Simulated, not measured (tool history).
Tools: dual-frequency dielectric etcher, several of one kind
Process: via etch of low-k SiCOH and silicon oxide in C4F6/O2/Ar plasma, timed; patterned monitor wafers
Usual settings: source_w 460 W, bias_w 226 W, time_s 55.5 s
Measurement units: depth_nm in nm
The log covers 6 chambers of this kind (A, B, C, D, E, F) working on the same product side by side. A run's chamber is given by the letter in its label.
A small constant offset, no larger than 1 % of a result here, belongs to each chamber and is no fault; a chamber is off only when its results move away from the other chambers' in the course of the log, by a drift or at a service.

run	hour	source_w	bias_w	time_s	hours since the last wet clean	hours since the last source power generator calibration	hours since the last bias power generator calibration	read-back reference wafer on the same gauge, depth_nm	depth_nm
1F	8.9	460	226	55.5	335	1037.6	4332.6	184.03	165.42
2E	17.8	460	226	55.5	141.1	384.9	1692.2	184.09	164.1
3C	23.1	460	226	55.5	63.1	1796.1	528.7	183.91	164.6
4A	30.8	460	226	55.5	322.1	2298	2341	184.07	166.07
5B	36.6	510	226	40.5	41.5	1197.5	1658.9	183.89	125.05
6D	41.2	510	226	40.5	476.3	3042.6	264.5	183.97	123.88
7F	49.1	510	226	40.5	375.2	1077.8	4372.8	184.01	124.86
8C	55.4	510	226	40.5	95.4	1828.4	561	184.04	124.7
9E	61.6	510	226	40.5	184.9	428.7	1736	184.12	124.15
# hour 64.2: chamber A: source power generator calibrated
10D	69	510	226	40.5	504.1	3070.4	292.3	184.04	123.49
11B	76.5	460	226	61.5	81.4	1237.4	1698.8	184.06	181.99
# hour 81.4: chamber D: wet clean of the chamber
12A	85.7	460	226	61.5	377	21.5	2395.9	183.93	182.96
13A	94.6	460	226	61.5	385.9	30.4	2404.8	183.93	182.02
14E	101.1	460	226	61.5	224.4	468.2	1775.5	183.89	182.38
15B	111.1	460	226	61.5	116	1272	1733.4	184.12	183.36
16C	119.8	460	226	61.5	159.8	1892.8	625.4	184.05	182.36
17F	125.4	460	226	55.5	451.5	1154.1	4449.1	184.05	162.94
18D	134.7	460	226	55.5	53.3	3136.1	358	183.97	163.24
19A	142.1	460	226	68	433.4	77.9	2452.3	184.04	202.73
# hour 144: chamber A: wet clean of the chamber
20B	150.9	460	226	68	155.8	1311.8	1773.2	184.26	201.78
21C	157.8	460	226	68	197.8	1930.8	663.4	184.2	202.43
22E	167.8	460	226	68	291.1	534.9	1842.2	183.95	201.59
23F	173.7	460	226	68	499.8	1202.4	4497.4	183.93	200.84
24D	181.1	460	226	68	99.7	3182.5	404.4	184.02	198.95
25B	189	400	226	61	193.9	1349.9	1811.3	183.95	171.32
# hour 196.5: chamber B: bias power generator calibrated
26F	197.4	400	226	61	523.5	1226.1	4521.1	183.93	171.41
# hour 202.4: chamber F: wet clean of the chamber
27A	204.9	400	226	61	60.9	140.7	2515.1	183.8	172.47
28E	211.1	400	226	61	334.4	578.2	1885.5	184.01	171.79
29D	216.7	400	226	61	135.3	3218.1	440	183.99	169.93
30C	222.4	400	226	61	262.4	1995.4	728	184.16	171.74
31E	227.6	460	226	55.5	350.9	594.7	1902	183.88	164.77
32A	237	460	226	55.5	93	172.8	2547.2	184.08	164.52
33F	242.3	460	226	55.5	40	1271	4566	184.03	169.23
34D	249.7	460	226	55.5	168.3	3251.1	473	184.02	161.9
35B	256.7	460	226	55.5	261.6	1417.6	60.2	184.06	165.67
36C	262.4	460	226	55.5	302.4	2035.4	768	183.9	164.98
37E	269.9	460	226	55.5	393.2	637	1944.3	183.98	163.76
38C	276.7	460	226	55.5	316.7	2049.7	782.3	184.13	164.43
39A	286.4	370	173	55.5	142.4	222.2	2596.6	183.88	139.9
40D	295.6	370	173	55.5	214.2	3297	518.9	184.05	138.47
41B	305.4	370	173	55.5	310.3	1466.3	108.9	183.95	139.17
42F	311.4	370	173	55.5	109.1	1340.1	4635.1	183.97	143.33

What goes on in this fleet: one chamber off, a drifting gauge, or nothing beyond the chambers' own small offsets? Name the chamber and the cause, if any.

The work done on chamber F during a service left it standing apart from the others.
What lies behind it: etch rate over this chamber's usual, % = 2.94.

Here are 4 candidates for chamber F's next run, each the usual settings with a change, their results left as question marks. Which one brings its results back in line with what the others give on the usual settings?
In-line tolerance around the mean of the other chambers on the usual settings: depth_nm 2.1 nm
43F-1	318.7	460	226	55					?
43F-2	318.7	470	226	55.5					?
43F-3	318.7	460	227	57					?
43F-4	318.7	460	225	54					?

Average result of the remaining chambers running the usual settings: depth_nm 164.48 nm
run	depth_nm
43F-1	167.5
43F-2	170.44
43F-3	173.84
43F-4	164.22
The answer is 43F-4, which returns the chamber to within the allowed miss of the others.
